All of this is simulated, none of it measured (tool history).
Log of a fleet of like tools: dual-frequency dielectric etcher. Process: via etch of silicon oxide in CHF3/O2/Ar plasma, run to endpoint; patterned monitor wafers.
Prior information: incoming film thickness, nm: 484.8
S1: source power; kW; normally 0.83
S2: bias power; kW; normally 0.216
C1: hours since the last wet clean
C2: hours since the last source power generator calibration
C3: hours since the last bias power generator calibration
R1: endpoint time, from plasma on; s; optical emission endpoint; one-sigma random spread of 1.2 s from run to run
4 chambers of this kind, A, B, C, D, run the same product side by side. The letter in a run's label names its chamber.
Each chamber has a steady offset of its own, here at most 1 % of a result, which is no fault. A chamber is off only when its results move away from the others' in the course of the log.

run	day	S1	S2	C1	C2	C3	R1
1D	0.333	0.83	0.216	123.8	1190.6	1273.6	202.58
2C	0.671	0.83	0.216	248	1419.7	2045	203.03
3B	1.058	0.83	0.216	407.2	2112.6	1121.3	205.8
4A	1.329	0.83	0.216	185	754.5	306.3	205.09
5B	1.842	0.83	0.216	426	2131.4	1140.1	205.87
6D	2.283	0.83	0.216	170.6	1237.4	1320.4	205.66
7A	2.658	0.69	0.249	216.9	786.4	338.2	209.6
8C	3.05	0.69	0.249	305.1	1476.8	2102.1	209.16
9A	3.367	0.69	0.249	233.9	803.4	355.2	210.27
10D	3.917	0.69	0.249	209.8	1276.6	1359.6	210.45
# day 4.225: chamber C: wet clean of the chamber
11C	4.488	0.83	0.216	6.4	1511.3	2136.6	206.2
12B	4.938	0.83	0.216	500.3	2205.7	1214.4	207.05
13B	5.475	0.83	0.216	513.2	2218.6	1227.3	206.57
14A	5.946	0.83	0.216	295.8	865.3	417.1	206.57
15D	6.425	0.83	0.216	270	1336.8	1419.8	203.47
16C	6.871	0.71	0.177	63.6	1568.5	2193.8	232.52
# day 6.933: chamber B: wet clean of the chamber
17B	7.158	0.71	0.177	5.5	2259	1267.7	233.19
18A	7.638	0.71	0.177	336.4	905.9	457.7	233.21
19D	7.929	0.71	0.177	306.1	1372.9	1455.9	228.08
20C	8.196	0.83	0.216	95.4	1600.3	2225.6	204.33
21A	8.704	0.83	0.216	362	931.5	483.3	205.76
22D	9.042	0.83	0.216	332.8	1399.6	1482.6	199.43
23B	9.317	0.83	0.216	57.3	2310.8	1319.5	206.37
24C	9.579	0.83	0.216	128.6	1633.5	2258.8	205.25
25B	10.058	0.83	0.216	75.1	2328.6	1337.3	205.62
26D	10.342	0.83	0.216	364	1430.8	1513.8	199.92
27C	10.854	0.83	0.216	159.2	1664.1	2289.4	203
28A	11.408	0.83	0.216	426.9	996.4	548.2	204.13
29A	11.683	0.83	0.216	433.5	1003	554.8	206.04
30D	12.029	0.83	0.216	404.5	1471.3	1554.3	198.51
31B	12.504	0.96	0.216	133.8	2387.3	1396	194.38
32C	13.038	0.96	0.216	211.6	1716.5	2341.8	192.18
33C	13.421	0.96	0.216	220.8	1725.7	2351	192.44
34A	13.85	0.96	0.216	485.5	1055	606.8	194.3
35D	14.304	0.83	0.216	459.1	1525.9	1608.9	197.1
36B	14.692	0.83	0.216	186.3	2439.8	1448.5	204.57

All 4 chambers run these settings next. Forecast each chamber's results:
37A	15.117	0.83	0.216				?
37B	15.117	0.83	0.216				?
37C	15.117	0.83	0.216				?
37D	15.117	0.83	0.216				?

run	R1
37A	203.59
37B	205.59
37C	204.58
37D	195.83
